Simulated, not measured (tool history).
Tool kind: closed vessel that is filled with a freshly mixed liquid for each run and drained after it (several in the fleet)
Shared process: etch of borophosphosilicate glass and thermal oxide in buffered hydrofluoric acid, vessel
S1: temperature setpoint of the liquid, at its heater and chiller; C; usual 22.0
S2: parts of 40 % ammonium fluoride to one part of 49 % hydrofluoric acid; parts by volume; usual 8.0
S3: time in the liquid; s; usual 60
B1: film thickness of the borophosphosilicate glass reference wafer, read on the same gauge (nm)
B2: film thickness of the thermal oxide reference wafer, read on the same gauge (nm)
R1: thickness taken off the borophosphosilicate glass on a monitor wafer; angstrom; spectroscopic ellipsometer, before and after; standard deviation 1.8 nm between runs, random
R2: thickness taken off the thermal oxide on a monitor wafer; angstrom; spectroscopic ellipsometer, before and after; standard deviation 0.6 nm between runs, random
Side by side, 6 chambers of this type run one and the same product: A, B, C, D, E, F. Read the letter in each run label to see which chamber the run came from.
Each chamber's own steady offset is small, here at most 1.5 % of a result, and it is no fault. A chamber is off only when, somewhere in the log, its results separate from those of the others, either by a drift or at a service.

{"run": "1B", "hour": 5.9, "S1": 22.0, "S2": 8.0, "S3": 60, "B1": 30.006, "B2": 89.987, "R1": 2343.6, "R2": 741.25}
{"run": "2E", "hour": 16.1, "S1": 22.0, "S2": 8.0, "S3": 60, "B1": 30.004, "B2": 90.003, "R1": 2335.7, "R2": 739.08}
{"run": "3C", "hour": 24.3, "S1": 22.0, "S2": 8.0, "S3": 60, "B1": 30.0, "B2": 90.03, "R1": 2370.1, "R2": 750.17}
{"run": "4D", "hour": 32.6, "S1": 22.0, "S2": 8.0, "S3": 60, "B1": 29.989, "B2": 89.99, "R1": 2349.0, "R2": 748.96}
{"run": "5F", "hour": 41.7, "S1": 22.0, "S2": 8.0, "S3": 60, "B1": 29.99, "B2": 90.022, "R1": 2324.0, "R2": 741.13}
{"run": "6A", "hour": 51.9, "S1": 22.0, "S2": 8.0, "S3": 60, "B1": 29.978, "B2": 90.004, "R1": 2282.0, "R2": 743.57}
{"run": "7C", "hour": 57.2, "S1": 22.0, "S2": 9.5, "S3": 30, "B1": 30.035, "B2": 90.014, "R1": 1003.9, "R2": 314.02}
{"run": "8F", "hour": 63.2, "S1": 22.0, "S2": 9.5, "S3": 30, "B1": 30.007, "B2": 90.011, "R1": 1001.1, "R2": 316.27}
{"run": "9D", "hour": 72.2, "S1": 22.0, "S2": 9.5, "S3": 30, "B1": 29.984, "B2": 89.997, "R1": 1012.5, "R2": 317.02}
{"run": "10B", "hour": 78.2, "S1": 22.0, "S2": 9.5, "S3": 30, "B1": 30.009, "B2": 90.034, "R1": 989.4, "R2": 311.78}
{"run": "11A", "hour": 82.8, "S1": 22.0, "S2": 9.5, "S3": 30, "B1": 30.001, "B2": 89.986, "R1": 995.53, "R2": 317.38}
{"run": "12E", "hour": 90.9, "S1": 22.0, "S2": 9.5, "S3": 30, "B1": 29.996, "B2": 89.999, "R1": 997.11, "R2": 315.32}
{"run": "13D", "hour": 101.0, "S1": 22.0, "S2": 8.0, "S3": 60, "B1": 30.021, "B2": 90.018, "R1": 2311.1, "R2": 744.8}
{"run": "14C", "hour": 108.2, "S1": 22.0, "S2": 8.0, "S3": 60, "B1": 29.974, "B2": 90.004, "R1": 2377.7, "R2": 744.62}
{"run": "15F", "hour": 117.0, "S1": 22.0, "S2": 8.0, "S3": 60, "B1": 30.01, "B2": 90.006, "R1": 2342.9, "R2": 744.01}
{"run": "16B", "hour": 122.1, "S1": 22.0, "S2": 8.0, "S3": 60, "B1": 30.003, "B2": 89.992, "R1": 2326.1, "R2": 743.43}
{"run": "17E", "hour": 128.8, "S1": 23.5, "S2": 8.0, "S3": 60, "B1": 29.992, "B2": 89.999, "R1": 2559.4, "R2": 800.41}
{"run": "18A", "hour": 135.3, "S1": 23.5, "S2": 8.0, "S3": 60, "B1": 30.004, "B2": 89.989, "R1": 2514.8, "R2": 797.24}
{"run": "19D", "hour": 143.7, "S1": 23.5, "S2": 8.0, "S3": 60, "B1": 29.981, "B2": 90.007, "R1": 2560.8, "R2": 809.34}
{"run": "20E", "hour": 151.0, "S1": 23.5, "S2": 8.0, "S3": 60, "B1": 29.978, "B2": 89.989, "R1": 2529.5, "R2": 794.33}
{"run": "21F", "hour": 155.7, "S1": 23.5, "S2": 8.0, "S3": 60, "B1": 30.015, "B2": 89.978, "R1": 2554.0, "R2": 805.87}
{"run": "22B", "hour": 161.8, "S1": 23.5, "S2": 8.0, "S3": 60, "B1": 29.992, "B2": 89.998, "R1": 2507.4, "R2": 799.19}
{"hour": 164.4, "done": "chamber A: thermometer replaced"}
{"run": "23C", "hour": 170.7, "S1": 17.5, "S2": 8.0, "S3": 80, "B1": 30.021, "B2": 90.011, "R1": 2481.7, "R2": 770.75}
{"run": "24A", "hour": 176.0, "S1": 17.5, "S2": 8.0, "S3": 80, "B1": 29.982, "B2": 89.989, "R1": 2407.0, "R2": 763.05}
{"run": "25E", "hour": 185.0, "S1": 17.5, "S2": 8.0, "S3": 80, "B1": 30.01, "B2": 89.992, "R1": 2476.1, "R2": 760.42}
{"run": "26F", "hour": 192.9, "S1": 17.5, "S2": 8.0, "S3": 80, "B1": 30.02, "B2": 89.973, "R1": 2447.8, "R2": 757.04}
{"run": "27B", "hour": 201.1, "S1": 17.5, "S2": 8.0, "S3": 80, "B1": 30.015, "B2": 90.001, "R1": 2448.7, "R2": 768.08}
{"run": "28A", "hour": 206.0, "S1": 17.5, "S2": 8.0, "S3": 80, "B1": 30.019, "B2": 89.997, "R1": 2441.5, "R2": 767.29}
{"run": "29D", "hour": 215.1, "S1": 22.0, "S2": 8.0, "S3": 60, "B1": 30.031, "B2": 89.993, "R1": 2318.4, "R2": 740.91}
{"hour": 215.2, "done": "chamber A: hydrofluoric acid flow meter replaced"}
{"run": "30C", "hour": 225.1, "S1": 22.0, "S2": 8.0, "S3": 60, "B1": 30.045, "B2": 89.995, "R1": 2368.9, "R2": 752.3}
{"run": "31C", "hour": 232.7, "S1": 22.0, "S2": 8.0, "S3": 60, "B1": 29.998, "B2": 89.998, "R1": 2364.4, "R2": 749.83}
{"run": "32D", "hour": 237.3, "S1": 22.0, "S2": 8.0, "S3": 60, "B1": 30.002, "B2": 89.988, "R1": 2334.2, "R2": 741.07}
{"run": "33A", "hour": 245.0, "S1": 22.0, "S2": 8.0, "S3": 60, "B1": 30.002, "B2": 90.0, "R1": 2319.1, "R2": 746.2}
{"run": "34E", "hour": 255.1, "S1": 22.0, "S2": 8.0, "S3": 60, "B1": 29.999, "B2": 90.027, "R1": 2330.4, "R2": 737.13}
{"run": "35F", "hour": 265.2, "S1": 22.0, "S2": 8.0, "S3": 60, "B1": 30.002, "B2": 89.995, "R1": 2369.6, "R2": 731.77}
{"run": "36B", "hour": 271.8, "S1": 22.0, "S2": 8.0, "S3": 60, "B1": 29.957, "B2": 90.014, "R1": 2304.4, "R2": 746.52}
{"run": "37E", "hour": 281.5, "S1": 22.0, "S2": 8.0, "S3": 60, "B1": 30.008, "B2": 90.007, "R1": 2347.7, "R2": 748.03}

Read the log: is a single chamber off, either drifting away or since a service, is the gauge that measures every chamber drifting, or is nothing wrong beyond small per-chamber offsets? Name any odd chamber and what most likely caused it.

No chamber is off and the gauge is stable; the differences are just each chamber's small, constant offset.
